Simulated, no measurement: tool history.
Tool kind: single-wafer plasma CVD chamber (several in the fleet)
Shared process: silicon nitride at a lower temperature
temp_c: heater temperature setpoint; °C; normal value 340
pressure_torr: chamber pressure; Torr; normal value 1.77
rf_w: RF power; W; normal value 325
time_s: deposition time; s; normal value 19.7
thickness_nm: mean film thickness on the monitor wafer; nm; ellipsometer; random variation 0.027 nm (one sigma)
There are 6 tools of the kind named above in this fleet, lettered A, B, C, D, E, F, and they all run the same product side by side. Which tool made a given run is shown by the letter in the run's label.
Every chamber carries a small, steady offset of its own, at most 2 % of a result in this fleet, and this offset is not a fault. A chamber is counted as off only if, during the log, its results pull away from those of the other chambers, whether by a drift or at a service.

run   hour  temp_c  pressure_torr  rf_w  time_s  hours since the last thermocouple change  hours since the last RF generator calibration  hours since the last manometer calibration  read-back reference wafer on the same gauge, thickness_nm  thickness_nm
 1B   12.7     340           1.77   325    19.7                                      60.9                                          211.9                                       343.9                                                     21.401        25.316
 2D   19.2     340           1.77   325    19.7                                     182.5                                            912                                       449.2                                                     21.396         25.49
 3A     28     340           1.77   325    19.7                                    1161.9                                         2246.5                                      1464.5                                                     21.391        25.053
 4E   35.8     340           1.77   325    19.7                                     705.6                                         1315.7                                       100.4                                                     21.395        24.813
 5C     49     340           1.77   325    19.7                                    1263.3                                         1186.7                                       428.3                                                      21.39        25.406
 6F   55.3     340           1.77   325    17.9                                    1056.7                                          267.4                                        1362                                                     21.387        23.114
 7E   66.8     340           1.77   325    17.9                                     736.6                                         1346.7                                       131.4                                                     21.387        22.511
 8C   74.1     340           1.77   325    17.9                                    1288.4                                         1211.8                                       453.4                                                     21.381        23.058
 9F     84     340           1.77   325    17.9                                    1085.4                                          296.1                                      1390.7                                                     21.381          23.1
10A     95     340           1.77   325    17.9                                    1228.9                                         2313.5                                      1531.5                                                     21.381        22.729
11D  104.9     340           1.77   325    17.9                                     268.2                                          997.7                                       534.9                                                     21.376        23.118
12B  117.6     340           1.77   305    19.7                                     165.8                                          316.8                                       448.8                                                     21.375        24.269
13D  124.1     340           1.77   305    19.7                                     287.4                                         1016.9                                       554.1                                                     21.367        24.401
     125.1  -- chamber C: RF generator calibrated
14A  130.9     340           1.77   305    19.7                                    1264.8                                         2349.4                                      1567.4                                                     21.365        23.943
15E  141.4     340           1.77   305    19.7                                     811.2                                         1421.3                                         206                                                     21.366        23.713
16B    154     340           1.77   305    19.7                                     202.2                                          353.2                                       485.2                                                     21.364        24.242
17C  165.2     340           1.77   305    19.7                                    1379.5                                           40.1                                       544.5                                                     21.353        24.324
18F  177.5     340           1.77   325    19.7                                    1178.9                                          389.6                                      1484.2                                                     21.357        25.335
19B  186.9     340           1.77   385    19.7                                     235.1                                          386.1                                       518.1                                                     21.357        28.117
20A  193.4     340           1.77   385    19.7                                    1327.3                                         2411.9                                      1629.9                                                     21.354        27.935
21D  200.3     340           1.77   385    19.7                                     363.6                                         1093.1                                       630.3                                                     21.354        28.288
22E  206.7     340           1.77   385    19.7                                     876.5                                         1486.6                                       271.3                                                     21.352        27.539
23C  212.5     340           1.77   385    19.7                                    1426.8                                           87.4                                       591.8                                                     21.348        28.226
24F  220.6     340           1.77   385    19.7                                      1222                                          432.7                                      1527.3                                                     21.347        28.299
25C  233.1     340           1.77   325    19.7                                    1447.4                                            108                                       612.4                                                     21.339        25.366
26F    244     340           1.77   325    19.7                                    1245.4                                          456.1                                      1550.7                                                     21.339        25.327
27E  251.5     340           2.14   325    23.2                                     921.3                                         1531.4                                       316.1                                                      21.34        30.604
28D  261.3     340           2.14   325    23.2                                     424.6                                         1154.1                                       691.3                                                     21.333        31.457
29B  273.7     340           2.14   325    23.2                                     321.9                                          472.9                                       604.9                                                     21.332        31.155
30A  280.2     340           2.14   325    23.2                                    1414.1                                         2498.7                                      1716.7                                                     21.329        30.882
31D  286.7     340           2.14   325    23.2                                       450                                         1179.5                                       716.7                                                     21.331        31.405
32B  295.9     340           2.14   325    23.2                                     344.1                                          495.1                                       627.1                                                     21.327        31.233
33F  308.2     340           1.77   325    19.7                                    1309.6                                          520.3                                      1614.9                                                     21.326        25.316
34A  318.8     340           1.77   325    19.7                                    1452.7                                         2537.3                                      1755.3                                                      21.32        24.937
35C    325     340           1.77   325    19.7                                    1539.3                                          199.9                                       704.3                                                     21.318        25.302
     326.8  -- chamber A: RF generator calibrated
36E    334     340           1.77   325    19.7                                    1003.8                                         1613.9                                       398.6                                                     21.317        24.683
37A  345.9     340           1.77   325    19.7                                    1479.8                                           19.2                                      1782.4                                                     21.313        24.954
38B  353.4     340           1.77   325    19.7                                     401.6                                          552.6                                       684.6                                                     21.317        25.265
39F  365.7     340           1.77   325    19.7                                    1367.1                                          577.8                                      1672.4                                                     21.315        25.262
40C  371.6     340           1.77   325    19.7                                    1585.9                                          246.5                                       750.9                                                     21.308        25.279
41E  380.9     340           1.77   325    19.7                                    1050.7                                         1660.8                                       445.5                                                     21.312        24.711

The same settings go to every chamber for the next run, one line per chamber below. Forecast the results for each:
42A  390.3     347           1.77   325    19.7                                                                                                                                                                                                             ?
42B  390.3     347           1.77   325    19.7                                                                                                                                                                                                             ?
42C  390.3     347           1.77   325    19.7                                                                                                                                                                                                             ?
42D  390.3     347           1.77   325    19.7                                                                                                                                                                                                             ?
42E  390.3     347           1.77   325    19.7                                                                                                                                                                                                             ?
42F  390.3     347           1.77   325    19.7                                                                                                                                                                                                             ?

run  thickness_nm
42A        24.874
42B        25.146
42C        25.239
42D        25.284
42E        24.626
42F        25.206
